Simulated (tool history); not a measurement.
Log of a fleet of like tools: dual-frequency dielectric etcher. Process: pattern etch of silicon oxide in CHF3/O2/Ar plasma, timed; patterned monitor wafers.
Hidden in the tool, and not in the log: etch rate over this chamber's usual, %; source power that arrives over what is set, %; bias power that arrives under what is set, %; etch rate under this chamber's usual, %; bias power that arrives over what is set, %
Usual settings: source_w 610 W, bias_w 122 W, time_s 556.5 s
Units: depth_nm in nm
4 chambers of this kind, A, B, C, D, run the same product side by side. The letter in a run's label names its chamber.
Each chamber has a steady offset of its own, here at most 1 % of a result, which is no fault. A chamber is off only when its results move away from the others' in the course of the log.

run,hour,source_w,bias_w,time_s,hours since the last wet clean,hours since the last source power generator calibration,hours since the last bias power generator calibration,"read-back reference wafer on the same gauge, depth_nm",depth_nm
1C,5.3,610,122,556.5,534.9,1296.6,3175.1,861.11,981.76
# hour 12.3: chamber B: wet clean of the chamber
2A,14.3,610,122,556.5,112.2,2751.8,644.8,860.97,985.84
3B,20.7,610,122,556.5,8.5,1742.3,572.8,861.72,983.97
4D,26.0,610,122,556.5,244.0,106.5,3569.4,861.28,986.40
5B,30.1,610,122,556.5,17.9,1751.7,582.2,860.88,974.62
6D,34.2,610,122,556.5,252.2,114.7,3577.6,860.70,990.15
7A,39.3,610,122,556.5,137.2,2776.8,669.8,861.77,982.40
8C,44.1,610,122,556.5,573.7,1335.4,3213.9,861.17,978.32
9C,48.9,610,122,556.5,578.5,1340.2,3218.7,861.42,981.71
10D,54.5,690,122,631.5,272.5,135.0,3597.9,861.22,1167.90
11B,59.8,690,122,631.5,47.6,1781.4,611.9,861.63,1171.90
12A,66.1,690,122,631.5,164.0,2803.6,696.6,861.29,1171.10
13B,70.2,690,122,631.5,58.0,1791.8,622.3,861.77,1160.50
14D,75.7,610,122,556.5,293.7,156.2,3619.1,860.31,980.93
15A,80.5,610,122,556.5,178.4,2818.0,711.0,861.52,982.07
# hour 84.3: chamber C: wet clean of the chamber
16C,86.0,610,122,556.5,1.7,1377.3,3255.8,861.05,943.83
17B,94.3,610,146,709.0,82.1,1815.9,646.4,860.45,1320.40
18C,99.9,610,146,709.0,15.6,1391.2,3269.7,860.52,1281.00
19D,104.0,610,146,709.0,322.0,184.5,3647.4,860.14,1327.60
20A,109.0,610,146,709.0,206.9,2846.5,739.5,860.85,1330.60
21A,114.7,610,122,556.5,212.6,2852.2,745.2,860.48,983.34
22D,121.1,610,122,556.5,339.1,201.6,3664.5,861.17,982.17
23C,126.0,610,122,556.5,41.7,1417.3,3295.8,861.16,949.45
24B,135.0,610,122,556.5,122.8,1856.6,687.1,861.45,982.17
25C,140.4,610,122,556.5,56.1,1431.7,3310.2,861.05,947.24
26D,145.7,610,122,556.5,363.7,226.2,3689.1,859.87,975.34
27A,151.4,610,122,556.5,249.3,2888.9,781.9,861.32,981.48
28B,156.5,610,122,556.5,144.3,1878.1,708.6,861.03,986.18
29B,162.2,610,122,556.5,150.0,1883.8,714.3,861.24,984.69
30C,167.3,610,122,615.0,83.0,1458.6,3337.1,860.76,1046.10
# hour 171.9: chamber D: bias power generator calibrated
31A,173.9,610,122,615.0,271.8,2911.4,804.4,860.86,1084.20
32D,178.6,610,122,615.0,396.6,259.1,6.7,861.11,1078.60
33C,183.0,610,122,615.0,98.7,1474.3,3352.8,861.05,1047.60
34A,190.0,610,122,556.5,287.9,2927.5,820.5,860.94,983.65
35D,194.0,610,122,556.5,412.0,274.5,22.1,860.77,971.87
36B,199.2,610,122,556.5,187.0,1920.8,751.3,861.08,985.17
37D,206.8,610,122,556.5,424.8,287.3,34.9,861.65,986.55
38A,213.8,610,122,556.5,311.7,2951.3,844.3,860.83,984.85
39C,221.8,610,122,556.5,137.5,1513.1,3391.6,860.74,948.43
40B,228.3,610,122,556.5,216.1,1949.9,780.4,861.68,980.89
41D,235.4,730,122,681.5,453.4,315.9,63.5,861.05,1287.20
42C,244.1,730,122,681.5,159.8,1535.4,3413.9,861.24,1244.80
43A,248.8,730,122,681.5,346.7,2986.3,879.3,860.97,1292.70

All 4 chambers run these settings next. Forecast each chamber's results:
44A,255.2,540,122,556.5,,,,,?
44B,255.2,540,122,556.5,,,,,?
44C,255.2,540,122,556.5,,,,,?
44D,255.2,540,122,556.5,,,,,?

run,depth_nm
44A,937.76
44B,929.66
44C,908.31
44D,931.53
